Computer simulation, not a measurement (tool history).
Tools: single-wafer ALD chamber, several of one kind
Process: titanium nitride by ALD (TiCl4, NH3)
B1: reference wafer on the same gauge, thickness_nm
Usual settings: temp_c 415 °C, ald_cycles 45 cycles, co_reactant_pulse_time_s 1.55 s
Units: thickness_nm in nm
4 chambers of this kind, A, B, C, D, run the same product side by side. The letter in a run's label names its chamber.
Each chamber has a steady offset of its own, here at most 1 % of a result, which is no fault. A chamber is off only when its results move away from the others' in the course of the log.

{"run": "1C", "hour": 15.0, "temp_c": 415, "ald_cycles": 45, "co_reactant_pulse_time_s": 1.55, "B1": 1.1086, "thickness_nm": 0.99797}
{"run": "2A", "hour": 26.7, "temp_c": 415, "ald_cycles": 45, "co_reactant_pulse_time_s": 1.55, "B1": 1.1086, "thickness_nm": 0.98691}
{"run": "3B", "hour": 35.4, "temp_c": 415, "ald_cycles": 45, "co_reactant_pulse_time_s": 1.55, "B1": 1.1084, "thickness_nm": 0.98752}
{"run": "4D", "hour": 48.8, "temp_c": 415, "ald_cycles": 45, "co_reactant_pulse_time_s": 1.55, "B1": 1.108, "thickness_nm": 0.99194}
{"run": "5D", "hour": 58.6, "temp_c": 415, "ald_cycles": 45, "co_reactant_pulse_time_s": 1.55, "B1": 1.1079, "thickness_nm": 0.99824}
{"run": "6B", "hour": 66.5, "temp_c": 415, "ald_cycles": 45, "co_reactant_pulse_time_s": 1.55, "B1": 1.1078, "thickness_nm": 0.98523}
{"run": "7C", "hour": 82.0, "temp_c": 415, "ald_cycles": 45, "co_reactant_pulse_time_s": 1.55, "B1": 1.1078, "thickness_nm": 0.9956}
{"run": "8A", "hour": 97.2, "temp_c": 415, "ald_cycles": 45, "co_reactant_pulse_time_s": 1.55, "B1": 1.1073, "thickness_nm": 0.99072}
{"run": "9A", "hour": 112.5, "temp_c": 404, "ald_cycles": 51, "co_reactant_pulse_time_s": 1.55, "B1": 1.1068, "thickness_nm": 1.1142}
{"run": "10C", "hour": 123.5, "temp_c": 404, "ald_cycles": 51, "co_reactant_pulse_time_s": 1.55, "B1": 1.1072, "thickness_nm": 1.12}
{"run": "11B", "hour": 137.4, "temp_c": 404, "ald_cycles": 51, "co_reactant_pulse_time_s": 1.55, "B1": 1.1071, "thickness_nm": 1.113}
{"run": "12D", "hour": 148.5, "temp_c": 404, "ald_cycles": 51, "co_reactant_pulse_time_s": 1.55, "B1": 1.1068, "thickness_nm": 1.1182}
{"run": "13D", "hour": 162.1, "temp_c": 415, "ald_cycles": 45, "co_reactant_pulse_time_s": 1.75, "B1": 1.1067, "thickness_nm": 0.99896}
{"run": "14A", "hour": 174.3, "temp_c": 415, "ald_cycles": 45, "co_reactant_pulse_time_s": 1.75, "B1": 1.1062, "thickness_nm": 0.99286}
{"hour": 174.5, "done": "chamber A: thermocouple changed; heater temperature recalibrated"}
{"run": "15C", "hour": 187.2, "temp_c": 415, "ald_cycles": 45, "co_reactant_pulse_time_s": 1.75, "B1": 1.1056, "thickness_nm": 1.0021}
{"run": "16B", "hour": 199.4, "temp_c": 415, "ald_cycles": 45, "co_reactant_pulse_time_s": 1.75, "B1": 1.1058, "thickness_nm": 0.98823}
{"run": "17A", "hour": 211.7, "temp_c": 415, "ald_cycles": 45, "co_reactant_pulse_time_s": 1.55, "B1": 1.1054, "thickness_nm": 0.98456}
{"run": "18B", "hour": 223.8, "temp_c": 415, "ald_cycles": 45, "co_reactant_pulse_time_s": 1.55, "B1": 1.1052, "thickness_nm": 0.98368}
{"run": "19C", "hour": 239.6, "temp_c": 415, "ald_cycles": 45, "co_reactant_pulse_time_s": 1.55, "B1": 1.1051, "thickness_nm": 0.99574}
{"run": "20D", "hour": 252.9, "temp_c": 404, "ald_cycles": 42, "co_reactant_pulse_time_s": 1.55, "B1": 1.1048, "thickness_nm": 0.92168}
{"run": "21D", "hour": 265.1, "temp_c": 404, "ald_cycles": 42, "co_reactant_pulse_time_s": 1.55, "B1": 1.1044, "thickness_nm": 0.91975}
{"run": "22A", "hour": 280.3, "temp_c": 404, "ald_cycles": 42, "co_reactant_pulse_time_s": 1.55, "B1": 1.1046, "thickness_nm": 0.91358}
{"run": "23C", "hour": 291.8, "temp_c": 404, "ald_cycles": 42, "co_reactant_pulse_time_s": 1.55, "B1": 1.1037, "thickness_nm": 0.92019}
{"run": "24B", "hour": 299.7, "temp_c": 415, "ald_cycles": 40, "co_reactant_pulse_time_s": 1.55, "B1": 1.104, "thickness_nm": 0.87507}
{"run": "25B", "hour": 313.6, "temp_c": 415, "ald_cycles": 40, "co_reactant_pulse_time_s": 1.55, "B1": 1.1041, "thickness_nm": 0.87308}
{"run": "26A", "hour": 326.4, "temp_c": 415, "ald_cycles": 40, "co_reactant_pulse_time_s": 1.55, "B1": 1.1036, "thickness_nm": 0.87261}
{"run": "27D", "hour": 333.5, "temp_c": 415, "ald_cycles": 40, "co_reactant_pulse_time_s": 1.55, "B1": 1.1032, "thickness_nm": 0.88259}
{"run": "28C", "hour": 347.0, "temp_c": 415, "ald_cycles": 45, "co_reactant_pulse_time_s": 1.55, "B1": 1.1033, "thickness_nm": 0.99375}
{"run": "29D", "hour": 355.4, "temp_c": 415, "ald_cycles": 45, "co_reactant_pulse_time_s": 1.55, "B1": 1.1032, "thickness_nm": 0.99046}
{"run": "30C", "hour": 364.3, "temp_c": 415, "ald_cycles": 45, "co_reactant_pulse_time_s": 1.55, "B1": 1.1033, "thickness_nm": 0.995}
{"run": "31B", "hour": 374.7, "temp_c": 429, "ald_cycles": 45, "co_reactant_pulse_time_s": 1.55, "B1": 1.1025, "thickness_nm": 0.98761}
{"run": "32A", "hour": 390.8, "temp_c": 429, "ald_cycles": 45, "co_reactant_pulse_time_s": 1.55, "B1": 1.1022, "thickness_nm": 0.98939}
{"run": "33B", "hour": 398.6, "temp_c": 429, "ald_cycles": 45, "co_reactant_pulse_time_s": 1.55, "B1": 1.1018, "thickness_nm": 0.98806}
{"run": "34D", "hour": 407.7, "temp_c": 429, "ald_cycles": 45, "co_reactant_pulse_time_s": 1.55, "B1": 1.102, "thickness_nm": 0.99776}
{"run": "35C", "hour": 422.0, "temp_c": 415, "ald_cycles": 45, "co_reactant_pulse_time_s": 1.84, "B1": 1.1018, "thickness_nm": 0.99541}
{"run": "36A", "hour": 438.3, "temp_c": 415, "ald_cycles": 45, "co_reactant_pulse_time_s": 1.84, "B1": 1.1016, "thickness_nm": 0.98888}

Next, every chamber runs the same settings. What will each give?
{"run": "37A", "hour": 450.1, "temp_c": 407, "ald_cycles": 45, "co_reactant_pulse_time_s": 1.55, "thickness_nm": "?"}
{"run": "37B", "hour": 450.1, "temp_c": 407, "ald_cycles": 45, "co_reactant_pulse_time_s": 1.55, "thickness_nm": "?"}
{"run": "37C", "hour": 450.1, "temp_c": 407, "ald_cycles": 45, "co_reactant_pulse_time_s": 1.55, "thickness_nm": "?"}
{"run": "37D", "hour": 450.1, "temp_c": 407, "ald_cycles": 45, "co_reactant_pulse_time_s": 1.55, "thickness_nm": "?"}

run=37A thickness_nm=0.98099
run=37B thickness_nm=0.97702
run=37C thickness_nm=0.98560
run=37D thickness_nm=0.98896
